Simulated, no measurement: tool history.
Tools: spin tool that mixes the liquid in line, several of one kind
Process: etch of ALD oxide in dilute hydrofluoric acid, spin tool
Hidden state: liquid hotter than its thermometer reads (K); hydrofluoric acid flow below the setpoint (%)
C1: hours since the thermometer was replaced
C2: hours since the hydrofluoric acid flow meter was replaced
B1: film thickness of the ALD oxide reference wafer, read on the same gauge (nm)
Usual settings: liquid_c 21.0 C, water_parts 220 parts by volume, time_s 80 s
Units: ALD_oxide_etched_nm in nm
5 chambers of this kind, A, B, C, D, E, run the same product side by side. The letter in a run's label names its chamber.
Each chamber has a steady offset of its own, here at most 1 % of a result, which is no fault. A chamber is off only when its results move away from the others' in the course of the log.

run 1A day=0.488 | liquid_c=21.0 water_parts=220 time_s=80 | C1=206.7 C2=324.7 | B1=70.035 | ALD_oxide_etched_nm=6.8149
run 2C day=0.833 | liquid_c=21.0 water_parts=220 time_s=80 | C1=2022.1 C2=2106.0 | B1=70.003 | ALD_oxide_etched_nm=6.7971
-- day=1.075 chamber B: hydrofluoric acid flow meter replaced
run 3D day=1.367 | liquid_c=21.0 water_parts=220 time_s=80 | C1=997.6 C2=125.5 | B1=69.986 | ALD_oxide_etched_nm=6.7467
run 4B day=1.758 | liquid_c=21.0 water_parts=220 time_s=80 | C1=72.2 C2=16.4 | B1=69.976 | ALD_oxide_etched_nm=6.8951
run 5E day=2.283 | liquid_c=21.0 water_parts=220 time_s=80 | C1=55.8 C2=724.9 | B1=69.991 | ALD_oxide_etched_nm=6.8479
run 6E day=2.738 | liquid_c=21.0 water_parts=290 time_s=80 | C1=66.7 C2=735.8 | B1=70.028 | ALD_oxide_etched_nm=4.8758
run 7A day=3.117 | liquid_c=21.0 water_parts=290 time_s=80 | C1=269.8 C2=387.8 | B1=69.973 | ALD_oxide_etched_nm=4.8799
run 8D day=3.688 | liquid_c=21.0 water_parts=290 time_s=80 | C1=1053.3 C2=181.2 | B1=69.953 | ALD_oxide_etched_nm=4.8591
run 9C day=4.150 | liquid_c=21.0 water_parts=290 time_s=80 | C1=2101.7 C2=2185.6 | B1=69.949 | ALD_oxide_etched_nm=4.8186
run 10B day=4.646 | liquid_c=21.0 water_parts=290 time_s=80 | C1=141.5 C2=85.7 | B1=70.002 | ALD_oxide_etched_nm=4.9475
run 11A day=5.204 | liquid_c=21.0 water_parts=220 time_s=80 | C1=319.9 C2=437.9 | B1=69.991 | ALD_oxide_etched_nm=6.9436
run 12C day=5.467 | liquid_c=21.0 water_parts=220 time_s=80 | C1=2133.3 C2=2217.2 | B1=69.958 | ALD_oxide_etched_nm=6.8796
run 13E day=5.792 | liquid_c=21.0 water_parts=220 time_s=80 | C1=140.0 C2=809.1 | B1=69.967 | ALD_oxide_etched_nm=6.8714
run 14B day=6.392 | liquid_c=21.0 water_parts=220 time_s=80 | C1=183.4 C2=127.6 | B1=70.022 | ALD_oxide_etched_nm=6.9441
run 15D day=6.683 | liquid_c=21.0 water_parts=220 time_s=80 | C1=1125.2 C2=253.1 | B1=69.972 | ALD_oxide_etched_nm=6.8403
run 16D day=7.192 | liquid_c=25.0 water_parts=220 time_s=105 | C1=1137.4 C2=265.3 | B1=70.018 | ALD_oxide_etched_nm=10.2810
run 17C day=7.496 | liquid_c=25.0 water_parts=220 time_s=105 | C1=2182.0 C2=2265.9 | B1=70.007 | ALD_oxide_etched_nm=10.2970
run 18E day=8.021 | liquid_c=25.0 water_parts=220 time_s=105 | C1=193.5 C2=862.6 | B1=70.003 | ALD_oxide_etched_nm=10.3220
run 19B day=8.308 | liquid_c=25.0 water_parts=220 time_s=105 | C1=229.4 C2=173.6 | B1=69.970 | ALD_oxide_etched_nm=10.5660
run 20A day=8.779 | liquid_c=25.0 water_parts=220 time_s=105 | C1=405.7 C2=523.7 | B1=70.004 | ALD_oxide_etched_nm=10.5630
-- day=9.092 chamber C: thermometer replaced
run 21A day=9.267 | liquid_c=21.0 water_parts=220 time_s=80 | C1=417.4 C2=535.4 | B1=70.026 | ALD_oxide_etched_nm=6.9040
run 22D day=9.542 | liquid_c=21.0 water_parts=220 time_s=80 | C1=1193.8 C2=321.7 | B1=69.937 | ALD_oxide_etched_nm=6.8431
run 23E day=10.012 | liquid_c=21.0 water_parts=220 time_s=80 | C1=241.3 C2=910.4 | B1=69.968 | ALD_oxide_etched_nm=6.6173
run 24B day=10.492 | liquid_c=21.0 water_parts=220 time_s=80 | C1=281.8 C2=226.0 | B1=69.969 | ALD_oxide_etched_nm=6.9597
run 25C day=10.792 | liquid_c=21.0 water_parts=220 time_s=80 | C1=40.8 C2=2345.0 | B1=69.933 | ALD_oxide_etched_nm=6.8495
run 26A day=11.379 | liquid_c=21.0 water_parts=220 time_s=80 | C1=468.1 C2=586.1 | B1=70.006 | ALD_oxide_etched_nm=6.7970
run 27C day=11.779 | liquid_c=21.0 water_parts=220 time_s=80 | C1=64.5 C2=2368.7 | B1=70.013 | ALD_oxide_etched_nm=6.7790
run 28B day=12.308 | liquid_c=21.0 water_parts=220 time_s=120 | C1=325.4 C2=269.6 | B1=70.024 | ALD_oxide_etched_nm=10.4160
run 29D day=12.633 | liquid_c=21.0 water_parts=220 time_s=120 | C1=1268.0 C2=395.9 | B1=70.008 | ALD_oxide_etched_nm=10.2350
-- day=12.792 chamber A: hydrofluoric acid flow meter replaced
run 30E day=13.058 | liquid_c=21.0 water_parts=220 time_s=120 | C1=314.4 C2=983.5 | B1=70.015 | ALD_oxide_etched_nm=9.8585
run 31A day=13.596 | liquid_c=21.0 water_parts=220 time_s=120 | C1=521.3 C2=19.4 | B1=69.968 | ALD_oxide_etched_nm=10.2090
run 32D day=14.079 | liquid_c=21.0 water_parts=220 time_s=120 | C1=1302.7 C2=430.6 | B1=70.001 | ALD_oxide_etched_nm=10.3210
-- day=14.483 chamber D: hydrofluoric acid flow meter replaced
run 33C day=14.608 | liquid_c=21.0 water_parts=220 time_s=80 | C1=132.4 C2=2436.6 | B1=69.942 | ALD_oxide_etched_nm=6.7676
run 34E day=14.900 | liquid_c=21.0 water_parts=220 time_s=80 | C1=358.6 C2=1027.7 | B1=70.022 | ALD_oxide_etched_nm=6.4549
run 35B day=15.258 | liquid_c=21.0 water_parts=220 time_s=55 | C1=396.2 C2=340.4 | B1=69.998 | ALD_oxide_etched_nm=4.7526
run 36D day=15.767 | liquid_c=21.0 water_parts=220 time_s=55 | C1=1343.2 C2=30.9 | B1=69.926 | ALD_oxide_etched_nm=4.7604
run 37B day=16.192 | liquid_c=21.0 water_parts=220 time_s=55 | C1=418.6 C2=362.8 | B1=69.997 | ALD_oxide_etched_nm=4.7888
run 38C day=16.750 | liquid_c=21.0 water_parts=220 time_s=55 | C1=183.8 C2=2488.0 | B1=70.013 | ALD_oxide_etched_nm=4.6283
run 39A day=17.154 | liquid_c=21.0 water_parts=220 time_s=55 | C1=606.7 C2=104.8 | B1=70.032 | ALD_oxide_etched_nm=4.7210
run 40E day=17.717 | liquid_c=18.5 water_parts=180 time_s=80 | C1=426.2 C2=1095.3 | B1=69.967 | ALD_oxide_etched_nm=7.3585
run 41B day=18.321 | liquid_c=18.5 water_parts=180 time_s=80 | C1=469.7 C2=413.9 | B1=69.979 | ALD_oxide_etched_nm=8.0184
run 42D day=18.646 | liquid_c=18.5 water_parts=180 time_s=80 | C1=1412.3 C2=100.0 | B1=69.989 | ALD_oxide_etched_nm=7.9763
run 43C day=19.250 | liquid_c=18.5 water_parts=180 time_s=80 | C1=243.8 C2=2548.0 | B1=70.003 | ALD_oxide_etched_nm=7.7804

All 5 chambers run these settings next. Forecast each chamber's results:
run 44A day=19.688 | liquid_c=21.0 water_parts=220 time_s=80 | ALD_oxide_etched_nm=?
run 44B day=19.688 | liquid_c=21.0 water_parts=220 time_s=80 | ALD_oxide_etched_nm=?
run 44C day=19.688 | liquid_c=21.0 water_parts=220 time_s=80 | ALD_oxide_etched_nm=?
run 44D day=19.688 | liquid_c=21.0 water_parts=220 time_s=80 | ALD_oxide_etched_nm=?
run 44E day=19.688 | liquid_c=21.0 water_parts=220 time_s=80 | ALD_oxide_etched_nm=?

run=44A ALD_oxide_etched_nm=6.9532
run=44B ALD_oxide_etched_nm=7.0197
run=44C ALD_oxide_etched_nm=6.7669
run=44D ALD_oxide_etched_nm=6.6949
run=44E ALD_oxide_etched_nm=6.3216
